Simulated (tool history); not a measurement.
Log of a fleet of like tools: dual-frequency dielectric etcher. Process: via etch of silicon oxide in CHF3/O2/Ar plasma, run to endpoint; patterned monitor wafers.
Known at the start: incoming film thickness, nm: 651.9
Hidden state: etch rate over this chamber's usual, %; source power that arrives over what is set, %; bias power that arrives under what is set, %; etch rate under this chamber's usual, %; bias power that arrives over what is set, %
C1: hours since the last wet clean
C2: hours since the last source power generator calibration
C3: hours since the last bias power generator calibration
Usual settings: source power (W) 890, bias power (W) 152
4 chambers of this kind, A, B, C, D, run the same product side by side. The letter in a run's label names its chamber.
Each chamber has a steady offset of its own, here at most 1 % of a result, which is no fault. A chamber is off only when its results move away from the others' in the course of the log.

Run 1A, hour 3.5: usual settings; C1 207.3; C2 2140.7; C3 1995.0. Result: endpoint time (s) 298.26.
Run 2B, hour 6.1: usual settings; C1 215.5; C2 3740.5; C3 1746.9. Result: endpoint time (s) 302.83.
Run 3D, hour 9.8: usual settings; C1 28.3; C2 3476.2; C3 3348.7. Result: endpoint time (s) 299.67.
Run 4C, hour 12.1: usual settings; C1 143.0; C2 2477.7; C3 1486.6. Result: endpoint time (s) 300.84.
Run 5B, hour 15.0: usual settings; C1 224.4; C2 3749.4; C3 1755.8. Result: endpoint time (s) 300.96.
Run 6C, hour 17.2: usual settings; C1 148.1; C2 2482.8; C3 1491.7. Result: endpoint time (s) 299.25.
Run 7A, hour 20.8: usual settings; C1 224.6; C2 2158.0; C3 2012.3. Result: endpoint time (s) 297.53.
Run 8D, hour 23.6: usual settings; C1 42.1; C2 3490.0; C3 3362.5. Result: endpoint time (s) 302.16.
Run 9B, hour 25.9: usual settings; C1 235.3; C2 3760.3; C3 1766.7. Result: endpoint time (s) 302.50.
Run 10D, hour 28.2: usual settings; C1 46.7; C2 3494.6; C3 3367.1. Result: endpoint time (s) 300.67.
Run 11A, hour 30.5: usual settings; C1 234.3; C2 2167.7; C3 2022.0. Result: endpoint time (s) 301.17.
Run 12C, hour 33.3: usual settings; C1 164.2; C2 2498.9; C3 1507.8. Result: endpoint time (s) 297.55.
Run 13D, hour 36.5: usual settings; C1 55.0; C2 3502.9; C3 3375.4. Result: endpoint time (s) 299.67.
Run 14C, hour 39.9: usual settings; C1 170.8; C2 2505.5; C3 1514.4. Result: endpoint time (s) 296.63.
Run 15A, hour 42.1: usual settings; C1 245.9; C2 2179.3; C3 2033.6. Result: endpoint time (s) 298.86.
Run 16B, hour 46.8: usual settings; C1 256.2; C2 3781.2; C3 1787.6. Result: endpoint time (s) 303.24.
Run 17C, hour 50.2: usual settings but bias power (W) 130; C1 181.1; C2 2515.8; C3 1524.7. Result: endpoint time (s) 310.62.
Run 18B, hour 54.6: usual settings but bias power (W) 130; C1 264.0; C2 3789.0; C3 1795.4. Result: endpoint time (s) 317.14.
Run 19A, hour 57.6: usual settings but bias power (W) 130; C1 261.4; C2 2194.8; C3 2049.1. Result: endpoint time (s) 313.20.
Run 20D, hour 60.6: usual settings but bias power (W) 130; C1 79.1; C2 3527.0; C3 3399.5. Result: endpoint time (s) 313.04.
Run 21A, hour 64.3: usual settings; C1 268.1; C2 2201.5; C3 2055.8. Result: endpoint time (s) 299.83.
Run 22B, hour 68.0: usual settings; C1 277.4; C2 3802.4; C3 1808.8. Result: endpoint time (s) 300.46.
Run 23D, hour 71.0: usual settings; C1 89.5; C2 3537.4; C3 3409.9. Result: endpoint time (s) 301.52.
Run 24C, hour 73.1: usual settings; C1 204.0; C2 2538.7; C3 1547.6. Result: endpoint time (s) 297.44.
Run 25D, hour 77.2: usual settings but bias power (W) 181; C1 95.7; C2 3543.6; C3 3416.1. Result: endpoint time (s) 282.00.
Run 26B, hour 81.1: usual settings but bias power (W) 181; C1 290.5; C2 3815.5; C3 1821.9. Result: endpoint time (s) 284.72.
Run 27C, hour 84.9: usual settings but bias power (W) 181; C1 215.8; C2 2550.5; C3 1559.4. Result: endpoint time (s) 281.21.
Run 28A, hour 87.0: usual settings but bias power (W) 181; C1 290.8; C2 2224.2; C3 2078.5. Result: endpoint time (s) 281.19.
Run 29D, hour 90.3: usual settings; C1 108.8; C2 3556.7; C3 3429.2. Result: endpoint time (s) 299.56.
Run 30B, hour 92.5: usual settings; C1 301.9; C2 3826.9; C3 1833.3. Result: endpoint time (s) 303.23.
Run 31A, hour 95.7: usual settings; C1 299.5; C2 2232.9; C3 2087.2. Result: endpoint time (s) 299.40.
Run 32C, hour 100.1: usual settings; C1 231.0; C2 2565.7; C3 1574.6. Result: endpoint time (s) 299.43.
Run 33B, hour 102.8: usual settings but source power (W) 1070, bias power (W) 136; C1 312.2; C2 3837.2; C3 1843.6. Result: endpoint time (s) 291.33.
Run 34C, hour 106.7: usual settings but source power (W) 1070, bias power (W) 136; C1 237.6; C2 2572.3; C3 1581.2. Result: endpoint time (s) 286.99.

Next, every chamber runs the same settings. What will each give?
Run 35A, hour 110.0: usual settings but bias power (W) 124. Result: endpoint time (s) ?.
Run 35B, hour 110.0: usual settings but bias power (W) 124. Result: endpoint time (s) ?.
Run 35C, hour 110.0: usual settings but bias power (W) 124. Result: endpoint time (s) ?.
Run 35D, hour 110.0: usual settings but bias power (W) 124. Result: endpoint time (s) ?.

run  endpoint time (s)
35A             316.54
35B             324.57
35C             317.93
35D             320.28
